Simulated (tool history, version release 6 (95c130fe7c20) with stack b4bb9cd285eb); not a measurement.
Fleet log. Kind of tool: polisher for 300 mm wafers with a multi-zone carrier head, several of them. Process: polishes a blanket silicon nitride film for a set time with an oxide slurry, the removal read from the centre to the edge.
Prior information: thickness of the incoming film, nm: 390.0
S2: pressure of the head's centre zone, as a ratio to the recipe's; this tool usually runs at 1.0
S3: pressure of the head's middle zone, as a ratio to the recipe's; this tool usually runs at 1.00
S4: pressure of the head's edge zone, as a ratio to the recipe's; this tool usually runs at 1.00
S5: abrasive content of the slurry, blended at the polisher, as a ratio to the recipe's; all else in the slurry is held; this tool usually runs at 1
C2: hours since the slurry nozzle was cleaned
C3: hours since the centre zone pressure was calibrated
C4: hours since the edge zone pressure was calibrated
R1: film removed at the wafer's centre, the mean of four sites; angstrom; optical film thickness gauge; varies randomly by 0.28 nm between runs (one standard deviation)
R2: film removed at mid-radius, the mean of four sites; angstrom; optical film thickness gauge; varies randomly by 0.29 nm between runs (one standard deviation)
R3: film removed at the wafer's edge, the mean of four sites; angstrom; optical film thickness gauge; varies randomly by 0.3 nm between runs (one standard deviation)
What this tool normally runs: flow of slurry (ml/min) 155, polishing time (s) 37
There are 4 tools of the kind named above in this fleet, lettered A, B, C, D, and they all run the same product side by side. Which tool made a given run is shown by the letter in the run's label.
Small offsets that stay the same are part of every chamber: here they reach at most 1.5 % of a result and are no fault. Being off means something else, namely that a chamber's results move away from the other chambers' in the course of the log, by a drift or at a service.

{"run": "1B", "day": 0.142, "flow of slurry (ml/min)": 155, "S2": 1.0, "S3": 1.0, "S4": 1.0, "S5": 1, "polishing time (s)": 37, "wafers polished on this pad": 435, "C2": 633.8, "C3": 230.5, "C4": 268.0, "R1": 210.28, "R2": 212.64, "R3": 202.64}
{"run": "2A", "day": 0.333, "flow of slurry (ml/min)": 155, "S2": 1.0, "S3": 1.0, "S4": 1.0, "S5": 1, "polishing time (s)": 37, "wafers polished on this pad": 164, "C2": 47.5, "C3": 147.5, "C4": 68.6, "R1": 198.88, "R2": 208.05, "R3": 208.58}
{"run": "3D", "day": 0.538, "flow of slurry (ml/min)": 155, "S2": 1.0, "S3": 1.0, "S4": 1.0, "S5": 1, "polishing time (s)": 37, "wafers polished on this pad": 743, "C2": 346.4, "C3": 509.8, "C4": 136.5, "R1": 201.91, "R2": 209.72, "R3": 204.4}
{"run": "4C", "day": 0.704, "flow of slurry (ml/min)": 155, "S2": 1.0, "S3": 1.0, "S4": 1.0, "S5": 1, "polishing time (s)": 37, "wafers polished on this pad": 1287, "C2": 105.2, "C3": 540.8, "C4": 707.4, "R1": 205.5, "R2": 209.04, "R3": 206.4}
{"run": "5B", "day": 0.896, "flow of slurry (ml/min)": 155, "S2": 1.0, "S3": 1.0, "S4": 1.0, "S5": 1, "polishing time (s)": 37, "wafers polished on this pad": 641, "C2": 651.9, "C3": 248.6, "C4": 286.1, "R1": 210.38, "R2": 208.88, "R3": 213.08}
{"day": 0.912, "done": "chamber B: worn pad replaced by a new one"}
{"day": 1.1, "done": "chamber C: worn pad replaced by a new one"}
{"run": "6D", "day": 1.1, "flow of slurry (ml/min)": 155, "S2": 1.0, "S3": 1.0, "S4": 1.0, "S5": 1, "polishing time (s)": 37, "wafers polished on this pad": 897, "C2": 359.9, "C3": 523.3, "C4": 150.0, "R1": 206.9, "R2": 204.8, "R3": 203.66}
{"run": "7A", "day": 1.312, "flow of slurry (ml/min)": 155, "S2": 1.0, "S3": 1.0, "S4": 1.0, "S5": 1, "polishing time (s)": 37, "wafers polished on this pad": 431, "C2": 71.0, "C3": 171.0, "C4": 92.1, "R1": 205.06, "R2": 199.2, "R3": 212.38}
{"run": "8C", "day": 1.55, "flow of slurry (ml/min)": 155, "S2": 1.0, "S3": 1.0, "S4": 1.05, "S5": 1, "polishing time (s)": 37, "wafers polished on this pad": 122, "C2": 125.5, "C3": 561.1, "C4": 727.7, "R1": 205.21, "R2": 204.23, "R3": 208.36}
{"day": 1.604, "done": "chamber D: worn pad replaced by a new one"}
{"run": "9A", "day": 1.733, "flow of slurry (ml/min)": 155, "S2": 1.0, "S3": 1.0, "S4": 1.05, "S5": 1, "polishing time (s)": 37, "wafers polished on this pad": 546, "C2": 81.1, "C3": 181.1, "C4": 102.2, "R1": 202.39, "R2": 205.66, "R3": 213.31}
{"run": "10C", "day": 1.875, "flow of slurry (ml/min)": 155, "S2": 1.0, "S3": 1.0, "S4": 1.05, "S5": 1, "polishing time (s)": 37, "wafers polished on this pad": 211, "C2": 133.3, "C3": 568.9, "C4": 735.5, "R1": 200.6, "R2": 200.07, "R3": 212.15}
{"run": "11D", "day": 1.996, "flow of slurry (ml/min)": 155, "S2": 1.0, "S3": 1.0, "S4": 1.05, "S5": 1, "polishing time (s)": 37, "wafers polished on this pad": 107, "C2": 381.4, "C3": 544.8, "C4": 171.5, "R1": 204.5, "R2": 206.15, "R3": 215.04}
{"run": "12B", "day": 2.112, "flow of slurry (ml/min)": 155, "S2": 1.0, "S3": 1.0, "S4": 1.0, "S5": 1, "polishing time (s)": 37, "wafers polished on this pad": 327, "C2": 681.1, "C3": 277.8, "C4": 315.3, "R1": 206.54, "R2": 207.18, "R3": 205.17}
{"day": 2.179, "done": "chamber A: worn pad replaced by a new one"}
{"run": "13A", "day": 2.325, "flow of slurry (ml/min)": 155, "S2": 1.0, "S3": 1.0, "S4": 1.0, "S5": 1, "polishing time (s)": 37, "wafers polished on this pad": 40, "C2": 95.3, "C3": 195.3, "C4": 116.4, "R1": 203.16, "R2": 204.61, "R3": 205.77}
{"run": "14C", "day": 2.517, "flow of slurry (ml/min)": 155, "S2": 1.0, "S3": 1.0, "S4": 1.0, "S5": 1, "polishing time (s)": 37, "wafers polished on this pad": 386, "C2": 148.7, "C3": 584.3, "C4": 750.9, "R1": 208.46, "R2": 207.01, "R3": 208.13}
{"run": "15D", "day": 2.675, "flow of slurry (ml/min)": 155, "S2": 1.0, "S3": 1.0, "S4": 1.0, "S5": 1, "polishing time (s)": 37, "wafers polished on this pad": 292, "C2": 397.7, "C3": 561.1, "C4": 187.8, "R1": 204.96, "R2": 202.2, "R3": 204.77}
{"run": "16B", "day": 2.896, "flow of slurry (ml/min)": 155, "S2": 1.1, "S3": 1.04, "S4": 1.0, "S5": 1, "polishing time (s)": 37, "wafers polished on this pad": 541, "C2": 699.9, "C3": 296.6, "C4": 334.1, "R1": 229.18, "R2": 210.06, "R3": 201.55}
{"run": "17D", "day": 3.008, "flow of slurry (ml/min)": 155, "S2": 1.1, "S3": 1.04, "S4": 1.0, "S5": 1, "polishing time (s)": 37, "wafers polished on this pad": 383, "C2": 405.7, "C3": 569.1, "C4": 195.8, "R1": 229.15, "R2": 206.67, "R3": 202.15}
{"run": "18A", "day": 3.183, "flow of slurry (ml/min)": 155, "S2": 1.1, "S3": 1.04, "S4": 1.0, "S5": 1, "polishing time (s)": 37, "wafers polished on this pad": 274, "C2": 115.9, "C3": 215.9, "C4": 137.0, "R1": 221.26, "R2": 210.45, "R3": 210.44}
{"day": 3.271, "done": "chamber B: worn pad replaced by a new one"}
{"run": "19B", "day": 3.404, "flow of slurry (ml/min)": 155, "S2": 1.1, "S3": 1.04, "S4": 1.0, "S5": 1, "polishing time (s)": 37, "wafers polished on this pad": 37, "C2": 712.1, "C3": 308.8, "C4": 346.3, "R1": 226.79, "R2": 220.27, "R3": 206.49}
{"run": "20C", "day": 3.517, "flow of slurry (ml/min)": 155, "S2": 1.0, "S3": 1.0, "S4": 1.0, "S5": 1, "polishing time (s)": 37, "wafers polished on this pad": 659, "C2": 172.7, "C3": 608.3, "C4": 774.9, "R1": 203.23, "R2": 201.99, "R3": 202.66}
{"run": "21B", "day": 3.662, "flow of slurry (ml/min)": 155, "S2": 1.0, "S3": 1.0, "S4": 1.0, "S5": 1, "polishing time (s)": 37, "wafers polished on this pad": 107, "C2": 718.3, "C3": 315.0, "C4": 352.5, "R1": 210.43, "R2": 203.53, "R3": 198.63}
{"run": "22C", "day": 3.779, "flow of slurry (ml/min)": 155, "S2": 1.0, "S3": 1.0, "S4": 1.0, "S5": 1, "polishing time (s)": 37, "wafers polished on this pad": 730, "C2": 179.0, "C3": 614.6, "C4": 781.2, "R1": 207.41, "R2": 202.56, "R3": 201.17}
{"day": 3.833, "done": "chamber B: edge zone pressure recalibrated"}
{"run": "23A", "day": 3.908, "flow of slurry (ml/min)": 155, "S2": 1.0, "S3": 1.0, "S4": 1.0, "S5": 1, "polishing time (s)": 37, "wafers polished on this pad": 472, "C2": 133.3, "C3": 233.3, "C4": 154.4, "R1": 209.11, "R2": 203.64, "R3": 204.95}
{"run": "24D", "day": 4.104, "flow of slurry (ml/min)": 155, "S2": 1.0, "S3": 1.0, "S4": 1.0, "S5": 1, "polishing time (s)": 37, "wafers polished on this pad": 682, "C2": 432.0, "C3": 595.4, "C4": 222.1, "R1": 198.62, "R2": 197.94, "R3": 200.73}
{"run": "25C", "day": 4.221, "flow of slurry (ml/min)": 155, "S2": 1.0, "S3": 1.0, "S4": 1.0, "S5": 1, "polishing time (s)": 37, "wafers polished on this pad": 851, "C2": 189.6, "C3": 625.2, "C4": 791.8, "R1": 208.64, "R2": 205.56, "R3": 209.97}
{"run": "26D", "day": 4.388, "flow of slurry (ml/min)": 155, "S2": 1.0, "S3": 1.0, "S4": 1.0, "S5": 1, "polishing time (s)": 37, "wafers polished on this pad": 759, "C2": 438.8, "C3": 602.2, "C4": 228.9, "R1": 196.54, "R2": 192.32, "R3": 199.44}
{"run": "27A", "day": 4.617, "flow of slurry (ml/min)": 155, "S2": 1.0, "S3": 1.0, "S4": 1.0, "S5": 1, "polishing time (s)": 37, "wafers polished on this pad": 665, "C2": 150.3, "C3": 250.3, "C4": 171.4, "R1": 199.18, "R2": 200.1, "R3": 202.23}
{"day": 4.717, "done": "chamber A: worn pad replaced by a new one"}
{"run": "28B", "day": 4.754, "flow of slurry (ml/min)": 155, "S2": 1.0, "S3": 1.0, "S4": 1.0, "S5": 1, "polishing time (s)": 37, "wafers polished on this pad": 405, "C2": 744.5, "C3": 341.2, "C4": 22.2, "R1": 199.29, "R2": 204.97, "R3": 207.15}
{"run": "29D", "day": 4.938, "flow of slurry (ml/min)": 155, "S2": 1.0, "S3": 1.0, "S4": 1.0, "S5": 1, "polishing time (s)": 37, "wafers polished on this pad": 909, "C2": 452.0, "C3": 615.4, "C4": 242.1, "R1": 198.23, "R2": 196.06, "R3": 195.71}
{"run": "30A", "day": 5.092, "flow of slurry (ml/min)": 155, "S2": 1.0, "S3": 1.0, "S4": 1.0, "S5": 1, "polishing time (s)": 37, "wafers polished on this pad": 103, "C2": 161.7, "C3": 261.7, "C4": 182.8, "R1": 206.95, "R2": 201.66, "R3": 206.47}
{"day": 5.154, "done": "chamber B: slurry nozzle cleaned"}
{"run": "31B", "day": 5.25, "flow of slurry (ml/min)": 155, "S2": 1.0, "S3": 1.0, "S4": 1.0, "S5": 1, "polishing time (s)": 37, "wafers polished on this pad": 540, "C2": 2.4, "C3": 353.1, "C4": 34.1, "R1": 206.37, "R2": 201.32, "R3": 212.99}
{"run": "32C", "day": 5.429, "flow of slurry (ml/min)": 155, "S2": 1.0, "S3": 1.0, "S4": 1.0, "S5": 1, "polishing time (s)": 37, "wafers polished on this pad": 1180, "C2": 218.6, "C3": 654.2, "C4": 820.8, "R1": 205.13, "R2": 204.13, "R3": 202.91}
{"day": 5.496, "done": "chamber B: worn pad replaced by a new one"}
{"run": "33C", "day": 5.583, "flow of slurry (ml/min)": 155, "S2": 1.0, "S3": 1.0, "S4": 1.0, "S5": 1, "polishing time (s)": 37, "wafers polished on this pad": 1222, "C2": 222.3, "C3": 657.9, "C4": 824.5, "R1": 206.63, "R2": 210.55, "R3": 206.42}
{"day": 5.633, "done": "chamber D: worn pad replaced by a new one"}
{"run": "34B", "day": 5.792, "flow of slurry (ml/min)": 155, "S2": 1.0, "S3": 1.0, "S4": 1.0, "S5": 1, "polishing time (s)": 37, "wafers polished on this pad": 81, "C2": 15.4, "C3": 366.1, "C4": 47.1, "R1": 212.2, "R2": 204.35, "R3": 201.2}
{"run": "35D", "day": 5.933, "flow of slurry (ml/min)": 155, "S2": 1.0, "S3": 1.0, "S4": 1.0, "S5": 1, "polishing time (s)": 37, "wafers polished on this pad": 82, "C2": 475.9, "C3": 639.3, "C4": 266.0, "R1": 186.65, "R2": 193.15, "R3": 199.04}
{"day": 5.954, "done": "chamber C: worn pad replaced by a new one"}
{"run": "36A", "day": 6.071, "flow of slurry (ml/min)": 155, "S2": 1.0, "S3": 1.0, "S4": 1.0, "S5": 1, "polishing time (s)": 37, "wafers polished on this pad": 370, "C2": 185.2, "C3": 285.2, "C4": 206.3, "R1": 201.31, "R2": 202.51, "R3": 204.27}
{"run": "37B", "day": 6.175, "flow of slurry (ml/min)": 155, "S2": 1.0, "S3": 1.0, "S4": 1.0, "S5": 1, "polishing time (s)": 37, "wafers polished on this pad": 185, "C2": 24.6, "C3": 375.3, "C4": 56.3, "R1": 208.5, "R2": 206.26, "R3": 208.55}
{"run": "38A", "day": 6.362, "flow of slurry (ml/min)": 155, "S2": 1.0, "S3": 1.0, "S4": 1.0, "S5": 1, "polishing time (s)": 37, "wafers polished on this pad": 449, "C2": 192.2, "C3": 292.2, "C4": 213.3, "R1": 203.4, "R2": 203.14, "R3": 208.49}
{"run": "39C", "day": 6.475, "flow of slurry (ml/min)": 155, "S2": 1.0, "S3": 1.0, "S4": 1.0, "S5": 1, "polishing time (s)": 37, "wafers polished on this pad": 142, "C2": 243.7, "C3": 679.3, "C4": 845.9, "R1": 209.26, "R2": 200.22, "R3": 199.57}
{"day": 6.671, "done": "chamber D: centre zone pressure recalibrated"}
{"run": "40D", "day": 6.679, "flow of slurry (ml/min)": 155, "S2": 1.0, "S3": 1.0, "S4": 1.0, "S5": 1, "polishing time (s)": 37, "wafers polished on this pad": 286, "C2": 493.8, "C3": 0.2, "C4": 283.9, "R1": 188.45, "R2": 190.59, "R3": 196.27}

Next, all 4 chambers run the settings below, one line each with question marks for the results. What does each chamber give?
{"run": "41A", "day": 6.85, "flow of slurry (ml/min)": 155, "S2": 1.0, "S3": 1.0, "S4": 1.11, "S5": 1, "polishing time (s)": 37, "R1": "?", "R2": "?", "R3": "?"}
{"run": "41B", "day": 6.85, "flow of slurry (ml/min)": 155, "S2": 1.0, "S3": 1.0, "S4": 1.11, "S5": 1, "polishing time (s)": 37, "R1": "?", "R2": "?", "R3": "?"}
{"run": "41C", "day": 6.85, "flow of slurry (ml/min)": 155, "S2": 1.0, "S3": 1.0, "S4": 1.11, "S5": 1, "polishing time (s)": 37, "R1": "?", "R2": "?", "R3": "?"}
{"run": "41D", "day": 6.85, "flow of slurry (ml/min)": 155, "S2": 1.0, "S3": 1.0, "S4": 1.11, "S5": 1, "polishing time (s)": 37, "R1": "?", "R2": "?", "R3": "?"}

run=41A R1=203.19 R2=208.36 R3=220.48
run=41B R1=207.68 R2=207.42 R3=218.80
run=41C R1=206.96 R2=199.24 R3=210.93
run=41D R1=183.99 R2=187.23 R3=201.80
